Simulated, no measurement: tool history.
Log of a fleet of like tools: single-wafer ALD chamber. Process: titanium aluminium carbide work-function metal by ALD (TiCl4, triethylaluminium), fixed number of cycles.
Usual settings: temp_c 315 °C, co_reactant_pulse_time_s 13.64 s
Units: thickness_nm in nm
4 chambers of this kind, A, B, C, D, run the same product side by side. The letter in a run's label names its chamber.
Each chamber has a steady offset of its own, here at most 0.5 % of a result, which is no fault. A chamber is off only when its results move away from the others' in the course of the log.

run	day	temp_c	co_reactant_pulse_time_s	hours since the last thermocouple change	hours since the last triethylaluminium bottle change	read-back reference wafer on the same gauge, thickness_nm	thickness_nm
1A	0.408	315	13.64	639.6	537.0	2.1607	2.1894
2C	0.796	315	13.64	1076.9	73.8	2.1590	2.1664
3B	1.392	315	13.64	629.8	96.3	2.1617	2.1888
4D	1.738	315	13.64	292.4	423.0	2.1601	2.1717
5C	2.300	323	17.66	1113.0	109.9	2.1609	2.2491
6D	2.850	323	17.66	319.1	449.7	2.1596	2.2654
7A	3.212	323	17.66	706.9	604.3	2.1623	2.2876
8B	3.729	323	17.66	685.9	152.4	2.1598	2.2693
# day 3.779: chamber D: triethylaluminium bottle replaced
# day 4.092: chamber A: triethylaluminium bottle replaced
9B	4.346	315	13.64	700.7	167.2	2.1583	2.1823
10A	4.842	315	13.64	746.0	18.0	2.1618	2.1790
11C	5.250	315	13.64	1183.8	180.7	2.1599	2.1650
12D	5.833	315	13.64	390.7	49.4	2.1614	2.1785
13A	6.250	315	13.64	779.8	51.8	2.1591	2.1867
14C	6.671	315	13.64	1217.9	214.8	2.1597	2.1860
15D	7.267	315	13.64	425.1	83.8	2.1597	2.1755
16B	7.850	315	13.64	784.8	251.3	2.1610	2.1774
17A	8.338	315	13.64	829.9	101.9	2.1606	2.1913
18D	8.946	315	13.64	465.4	124.1	2.1595	2.1570
19C	9.392	315	13.64	1283.2	280.1	2.1589	2.1726
20B	9.767	315	13.64	830.8	297.3	2.1591	2.1802
21C	10.150	315	13.64	1301.4	298.3	2.1614	2.1779
22B	10.471	315	13.64	847.7	314.2	2.1611	2.1821
23A	10.954	315	18.24	892.7	164.7	2.1607	2.2052
24D	11.317	315	18.24	522.3	181.0	2.1614	2.1903
25A	11.742	315	18.24	911.6	183.6	2.1606	2.2205
26B	12.242	315	18.24	890.2	356.7	2.1604	2.1898
27C	12.550	315	13.64	1359.0	355.9	2.1617	2.1622
28D	12.850	315	13.64	559.1	217.8	2.1599	2.1748
29C	13.425	326	15.51	1380.0	376.9	2.1605	2.2838
30A	13.750	326	15.51	959.8	231.8	2.1601	2.3249
# day 13.908: chamber C: thermocouple changed; heater temperature recalibrated
31D	14.217	326	15.51	591.9	250.6	2.1595	2.2746
32B	14.508	326	15.51	944.6	411.1	2.1592	2.2697
33C	14.992	315	13.64	26.0	414.5	2.1601	2.1772
34D	15.550	315	13.64	623.9	282.6	2.1595	2.1757
35B	16.038	315	13.64	981.3	447.8	2.1578	2.1744
36A	16.383	315	13.64	1023.0	295.0	2.1609	2.2101
37C	16.858	315	13.64	70.8	459.3	2.1585	2.1786
38D	17.200	315	13.64	663.5	322.2	2.1592	2.1751
39B	17.629	315	13.64	1019.5	486.0	2.1581	2.1685
40A	18.242	315	10.24	1067.6	339.6	2.1615	2.1844
41B	18.754	315	10.24	1046.5	513.0	2.1590	2.1118
42C	19.300	315	10.24	129.4	517.9	2.1622	2.1322

All 4 chambers run these settings next. Forecast each chamber's results:
43A	19.742	315	13.64				?
43B	19.742	315	13.64				?
43C	19.742	315	13.64				?
43D	19.742	315	13.64				?

run	thickness_nm
43A	2.2365
43B	2.1670
43C	2.1852
43D	2.1889

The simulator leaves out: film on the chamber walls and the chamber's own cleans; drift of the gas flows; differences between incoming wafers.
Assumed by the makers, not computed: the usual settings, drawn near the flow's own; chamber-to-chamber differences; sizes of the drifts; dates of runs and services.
